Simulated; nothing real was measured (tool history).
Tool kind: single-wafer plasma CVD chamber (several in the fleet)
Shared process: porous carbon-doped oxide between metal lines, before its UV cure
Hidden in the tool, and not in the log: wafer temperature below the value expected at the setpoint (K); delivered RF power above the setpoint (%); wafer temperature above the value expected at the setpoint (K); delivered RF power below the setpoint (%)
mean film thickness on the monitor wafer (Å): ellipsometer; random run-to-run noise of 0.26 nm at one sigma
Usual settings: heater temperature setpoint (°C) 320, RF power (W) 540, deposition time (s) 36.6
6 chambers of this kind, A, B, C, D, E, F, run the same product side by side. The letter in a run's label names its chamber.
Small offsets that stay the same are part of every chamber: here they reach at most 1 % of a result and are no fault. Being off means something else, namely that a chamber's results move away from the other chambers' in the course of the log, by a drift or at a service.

run,day,heater temperature setpoint (°C),RF power (W),deposition time (s),hours since the last thermocouple change,hours since the last RF generator calibration,"read-back reference wafer on the same gauge, thickness_nm",mean film thickness on the monitor wafer (Å)
1C,0.379,320,540,36.6,957.7,1710.9,154.99,1842.6
2B,0.717,320,540,36.6,333.5,416,154.97,1858
3D,1.092,320,540,36.6,822.8,621.1,154.88,1869.5
4F,1.504,320,540,36.6,616.7,1112.2,154.92,1862.5
5A,1.888,320,540,36.6,1896.6,1255.7,154.92,1859.2
6E,2.221,320,540,36.6,621,318.7,154.79,1863.9
7B,2.596,320,540,36.6,378.6,461.1,154.89,1853.3
8C,2.867,320,540,36.6,1017.4,1770.6,154.84,1842.7
9A,3.312,320,540,36.6,1930.8,1289.9,154.83,1850.3
10F,3.642,320,540,36.6,668,1163.5,154.8,1861.5
11E,4.062,320,540,36.6,665.2,362.9,154.81,1859.9
12D,4.333,320,540,36.6,900.6,698.9,154.76,1873.9
# day 4.371: chamber C: thermocouple changed; heater temperature recalibrated
# day 4.583: chamber F: RF generator calibrated
# day 4.688: chamber A: RF generator calibrated
13B,4.771,305,480,36.6,430.8,513.3,154.76,1853.6
14F,5.058,305,480,36.6,702,11.5,154.68,1861.3
15C,5.325,305,480,36.6,22.9,1829.6,154.73,1841.2
16D,5.579,305,480,36.6,930.5,728.8,154.72,1869.2
17E,5.838,305,480,36.6,707.8,405.5,154.68,1861.5
18A,6.162,305,480,36.6,1999.2,35.4,154.57,1855.1
19D,6.583,320,540,36.6,954.6,752.9,154.62,1869
20F,6.846,320,540,36.6,744.9,54.4,154.59,1862.4
21C,7.154,320,540,36.6,66.8,1873.5,154.55,1836.9
22E,7.625,320,540,36.6,750.7,448.4,154.58,1862.6
23B,7.875,320,540,36.6,505.3,587.8,154.56,1851.2
24A,8.104,320,540,36.6,2045.8,82,154.5,1853.4
25B,8.467,320,540,36.6,519.5,602,154.48,1846.7
26F,8.712,320,540,36.6,789.7,99.2,154.44,1856.3
27A,9.079,320,540,36.6,2069.2,105.4,154.51,1852.6
28E,9.417,320,540,36.6,793.7,491.4,154.44,1856.5
29D,9.804,320,540,36.6,1031.9,830.2,154.45,1871.3
30C,10.271,327,590,36.6,141.6,1948.3,154.36,1879.4
31C,10.508,327,590,36.6,147.3,1954,154.41,1879.3
32F,10.762,327,590,36.6,838.9,148.4,154.37,1892.5
33E,11.042,327,590,36.6,832.7,530.4,154.37,1900.2
34A,11.479,327,590,36.6,2126.8,163,154.3,1896.4
35D,11.888,327,590,36.6,1081.9,880.2,154.32,1911.3
36B,12.325,320,540,36.6,612.1,694.6,154.32,1842.9
37B,12.562,320,635,42.9,617.8,700.3,154.24,2398.6
38A,12.962,320,635,42.9,2162.4,198.6,154.21,2402.4
39D,13.229,320,635,42.9,1114.1,912.4,154.2,2422.2
40C,13.533,320,635,42.9,219.9,2026.6,154.23,2378.7
41E,13.854,320,635,42.9,900.2,597.9,154.23,2409.4
42F,14.279,320,635,42.9,923.3,232.8,154.14,2402.5
43A,14.712,320,540,36.6,2204.4,240.6,154.14,1845.6

Which is it: a chamber that has drifted or been left off by a service, a gauge drift common to all chambers, or only each chamber's usual small offset? If a chamber is off, name it and its likeliest cause.

It is the gauge, not a chamber: its drift shows up in every chamber's results at once, and no chamber is off.
Cause: gauge reads low (%) = 0.564.
